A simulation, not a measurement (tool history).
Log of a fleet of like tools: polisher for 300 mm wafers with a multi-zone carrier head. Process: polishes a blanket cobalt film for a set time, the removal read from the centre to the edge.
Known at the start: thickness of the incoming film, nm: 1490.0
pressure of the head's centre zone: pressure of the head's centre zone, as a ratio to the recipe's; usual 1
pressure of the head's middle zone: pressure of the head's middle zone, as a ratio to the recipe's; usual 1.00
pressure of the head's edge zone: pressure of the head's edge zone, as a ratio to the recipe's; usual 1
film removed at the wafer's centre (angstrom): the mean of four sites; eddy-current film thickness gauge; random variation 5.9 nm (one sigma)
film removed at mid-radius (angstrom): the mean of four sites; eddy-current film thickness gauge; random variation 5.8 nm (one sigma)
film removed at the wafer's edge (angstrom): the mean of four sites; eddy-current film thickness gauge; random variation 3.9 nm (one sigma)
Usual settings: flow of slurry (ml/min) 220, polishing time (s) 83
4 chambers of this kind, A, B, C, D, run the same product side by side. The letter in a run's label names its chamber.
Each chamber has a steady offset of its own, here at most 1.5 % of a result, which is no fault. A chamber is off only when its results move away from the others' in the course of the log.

run	hour	flow of slurry (ml/min)	pressure of the head's centre zone	pressure of the head's middle zone	pressure of the head's edge zone	polishing time (s)	film removed at the wafer's centre (angstrom)	film removed at mid-radius (angstrom)	film removed at the wafer's edge (angstrom)
1D	3.2	220	1	1.00	1	83	4226.2	4073.5	4132.7
# hour 5.3: chamber C: centre zone pressure recalibrated
2B	9.2	220	1	1.00	1	83	4139.6	4084.6	4188.1
3C	13.9	220	1	1.00	1	83	4127.6	4086.9	4089.6
4A	21.0	220	1	1.00	1	83	4207.0	4223.1	4140.8
5D	24.5	220	1	1.00	1	83	4189.0	4149.4	4132.1
6A	29.9	220	1	1.00	1	83	4158.0	4300.0	4179.8
7B	35.9	220	1	1.00	1	83	4179.3	4117.0	4149.8
8C	41.4	220	1	1.00	1	83	4110.4	4081.0	4133.3
# hour 41.9: chamber C: worn pad replaced by a new one
9A	47.8	220	1	1.00	1	83	4275.6	4139.5	4130.0
10C	52.5	220	1	1.00	1	83	4098.7	4125.3	4139.8
11D	55.6	220	1	1.00	1	83	4181.4	4185.3	4135.3
12B	61.9	220	1	1.00	1	83	4101.3	4088.3	4168.5
13A	69.0	220	1	1.00	1	83	4177.2	4138.3	4087.1
14B	72.8	220	1	1.00	1	83	4007.9	4041.7	4126.4
15C	79.5	255	1	1.08	1	83	4177.3	4530.5	4174.0
16D	84.8	255	1	1.08	1	83	4336.0	4579.8	4184.0
17C	89.8	255	1	1.08	1	83	4066.2	4482.6	4110.1
# hour 90.4: chamber B: centre zone pressure recalibrated
18B	95.3	255	1	1.08	1	83	4320.1	4543.4	4230.6
19A	99.9	220	1	1.00	1	83	4109.9	4107.7	4195.2
20D	105.9	220	1	1.00	1	83	4199.1	4164.3	4213.0
# hour 107.7: chamber A: worn pad replaced by a new one
21C	113.0	220	1	1.00	1	83	3892.6	3861.5	4058.2
22D	116.1	220	1	1.00	1	83	4302.5	4160.7	4133.8
23A	122.6	220	1	1.00	1	83	4145.6	4294.8	4173.6
24B	126.8	220	1	1.00	1	83	4129.9	4166.7	4199.8
25A	130.6	220	1	1.00	1	83	4209.4	4200.8	4240.3
26B	135.8	220	1	1.00	1	83	4244.8	4080.0	4179.4
27C	141.0	220	1	1.00	1	83	3889.3	3832.9	3973.0
28D	148.1	220	1	1.00	1	83	4180.2	4115.6	4121.2
29A	151.7	165	1	1.09	1	83	3994.4	4305.0	4067.4
30C	157.4	165	1	1.09	1	83	3536.2	3837.6	3773.4
# hour 160.7: chamber B: worn pad replaced by a new one
31B	162.5	165	1	1.09	1	83	3923.3	4247.0	4039.5
32D	167.9	165	1	1.09	1	83	4020.1	4382.8	3911.2

Is one chamber off against the others, does the gauge drift, or is nothing wrong? If a chamber is off, say which, and what the likeliest cause is.

Chamber C drifts away from the others.
Cause: slurry flow missing at the pad, % = 41.1.

Here are 4 candidates for chamber C's next run, each the usual settings with a change, their results left as question marks. Which one brings its results back in line with what the others give on the usual settings?
In line means no further than this from the other chambers' mean on the usual settings: film removed at the wafer's centre (angstrom) 210.0; film removed at mid-radius (angstrom) 200.0; film removed at the wafer's edge (angstrom) 130.0
33C-1	173.0	210	0.98	0.98	1.02	77	?	?	?
33C-2	173.0	230	1.02	1.02	0.98	89	?	?	?
33C-3	173.0	235	1.05	1.03	0.97	95	?	?	?
33C-4	173.0	205	0.96	0.97	1.03	73	?	?	?

The other chambers' mean on the usual settings: film removed at the wafer's centre (angstrom) 4163.5; film removed at mid-radius (angstrom) 4137.9; film removed at the wafer's edge (angstrom) 4157.7
run	film removed at the wafer's centre (angstrom)	film removed at mid-radius (angstrom)	film removed at the wafer's edge (angstrom)
33C-1	3352.7	3419.7	3613.3
33C-2	4140.7	4179.9	4144.8
33C-3	4585.0	4520.8	4414.1
33C-4	3087.9	3194.7	3430.5
33C-2 brings the chamber back in line.

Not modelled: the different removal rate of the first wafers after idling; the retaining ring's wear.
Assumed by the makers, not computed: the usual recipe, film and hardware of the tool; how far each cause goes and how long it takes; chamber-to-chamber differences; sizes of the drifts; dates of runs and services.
